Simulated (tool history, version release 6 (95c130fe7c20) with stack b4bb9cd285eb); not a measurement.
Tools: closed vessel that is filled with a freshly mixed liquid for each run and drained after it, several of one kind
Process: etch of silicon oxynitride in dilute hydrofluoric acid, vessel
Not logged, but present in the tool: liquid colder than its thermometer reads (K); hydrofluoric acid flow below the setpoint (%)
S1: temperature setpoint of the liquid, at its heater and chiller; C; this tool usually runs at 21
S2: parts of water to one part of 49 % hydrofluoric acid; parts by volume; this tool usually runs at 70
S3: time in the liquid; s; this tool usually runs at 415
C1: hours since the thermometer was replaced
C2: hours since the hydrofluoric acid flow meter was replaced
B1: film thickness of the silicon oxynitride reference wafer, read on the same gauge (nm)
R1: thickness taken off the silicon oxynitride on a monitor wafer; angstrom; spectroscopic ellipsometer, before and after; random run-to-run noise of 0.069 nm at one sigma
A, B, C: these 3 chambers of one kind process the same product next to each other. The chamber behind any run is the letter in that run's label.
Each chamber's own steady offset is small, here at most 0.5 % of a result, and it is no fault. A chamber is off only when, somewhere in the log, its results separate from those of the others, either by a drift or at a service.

run,hour,S1,S2,S3,C1,C2,B1,R1
1A,4.5,21,70,415,305,616.4,149.99,101.74
2C,8.6,21,70,415,767.8,1480.5,150,102.53
3B,13.5,21,70,415,576.9,1493,150,103.19
4B,17.5,21,70,415,580.9,1497,150.02,103.59
5A,20.7,21,70,415,321.2,632.6,150,102.36
6C,24.8,21,70,415,784,1496.7,150,102.58
7C,30.3,21,90,200,789.5,1502.2,150.01,37.618
8A,34.7,21,90,200,335.2,646.6,150.01,37.203
9B,37.9,21,90,200,601.3,1517.4,149.99,37.434
10B,40.8,21,70,415,604.2,1520.3,149.99,102.07
11C,45.8,21,70,415,805,1517.7,150.02,102.51
12A,48.3,21,70,415,348.8,660.2,150.01,101
13A,52,21,80,415,352.5,663.9,150,88.428
14C,56.2,21,80,415,815.4,1528.1,150,89.214
15B,60.6,21,80,415,624,1540.1,150,88.443
16B,64.2,21,70,645,627.6,1543.7,149.99,156
17A,68,21,70,645,368.5,679.9,149.99,158.69
18C,73,21,70,645,832.2,1544.9,149.99,159.38
19C,75.7,21,70,415,834.9,1547.6,150,103.2
20A,80.3,21,70,415,380.8,692.2,150.02,101.55
21B,83.6,23.5,70,415,647,1563.1,150.01,115.6
22A,86.1,23.5,70,415,386.6,698,150.03,114.91
23C,89.3,23.5,70,415,848.5,1561.2,149.99,116.65
24B,92.1,17,90,415,655.5,1571.6,149.99,62.744
25A,95.2,17,90,415,395.7,707.1,150,64.756
26B,98.5,17,90,415,661.9,1578,150,62.562
27C,102.6,21,70,415,861.8,1574.5,149.99,102.46
28C,107.3,21,70,415,866.5,1579.2,149.99,103.27
29B,112.4,21,70,415,675.8,1591.9,150.01,99.081
30A,115.8,24,100,415,416.3,727.7,150.01,80.678
31B,121.1,24,100,415,684.5,1600.6,149.99,78.501
32A,125.8,24,100,415,426.3,737.7,150,80.192
33C,128.6,23.5,70,250,887.8,1600.5,150,70.659
34B,132.3,23.5,70,250,695.7,1611.8,149.98,67.384
35A,137.7,23.5,70,250,438.2,749.6,150.01,69.094
36C,140.1,21,70,415,899.3,1612,149.99,102.61
37B,144.2,21,70,415,707.6,1623.7,149.98,97.271
38A,148.8,21,70,415,449.3,760.7,150.02,101.14
# hour 151.5: chamber A: hydrofluoric acid flow meter replaced
39C,151.8,21,70,415,911,1623.7,149.97,102.21
40A,156.7,21,70,415,457.2,5.3,150.01,102.84
41B,159.4,21,70,415,722.8,1638.9,149.99,96.374
42C,162.9,18,70,585,922.1,1634.8,149.99,124.53
43C,166.4,18,70,585,925.6,1638.3,149.98,124.33

Does one chamber stand apart from the rest, does the shared gauge drift, or is all well apart from small per-chamber offsets? Give the chamber and the most likely cause, where there is one.

Little by little, chamber B moves away from the other chambers.
What lies behind it: liquid colder than its thermometer reads (K) = 1.25.
It could be hard to tell apart here from: hydrofluoric acid flow below the setpoint (%).

Chamber B could run next with any of the 4 candidate recipes listed below; each alters the usual settings, and their results appear as question marks. Which one brings its results back in line with what the other chambers deliver on the usual settings?
Allowed miss from the other chambers' usual-settings mean, per result, to count as in line: R1 2.4 angstrom
44B-1,170.3,21,70,440,,,,?
44B-2,170.3,19,70,415,,,,?
44B-3,170.3,21.5,65,415,,,,?
44B-4,170.3,21,70,390,,,,?

On the usual settings, the other chambers give on average: R1 102.36 angstrom
run,R1
44B-1,102.13
44B-2,87.029
44B-3,106.79
44B-4,90.524
With 44B-1, the chamber falls back in line with the rest.
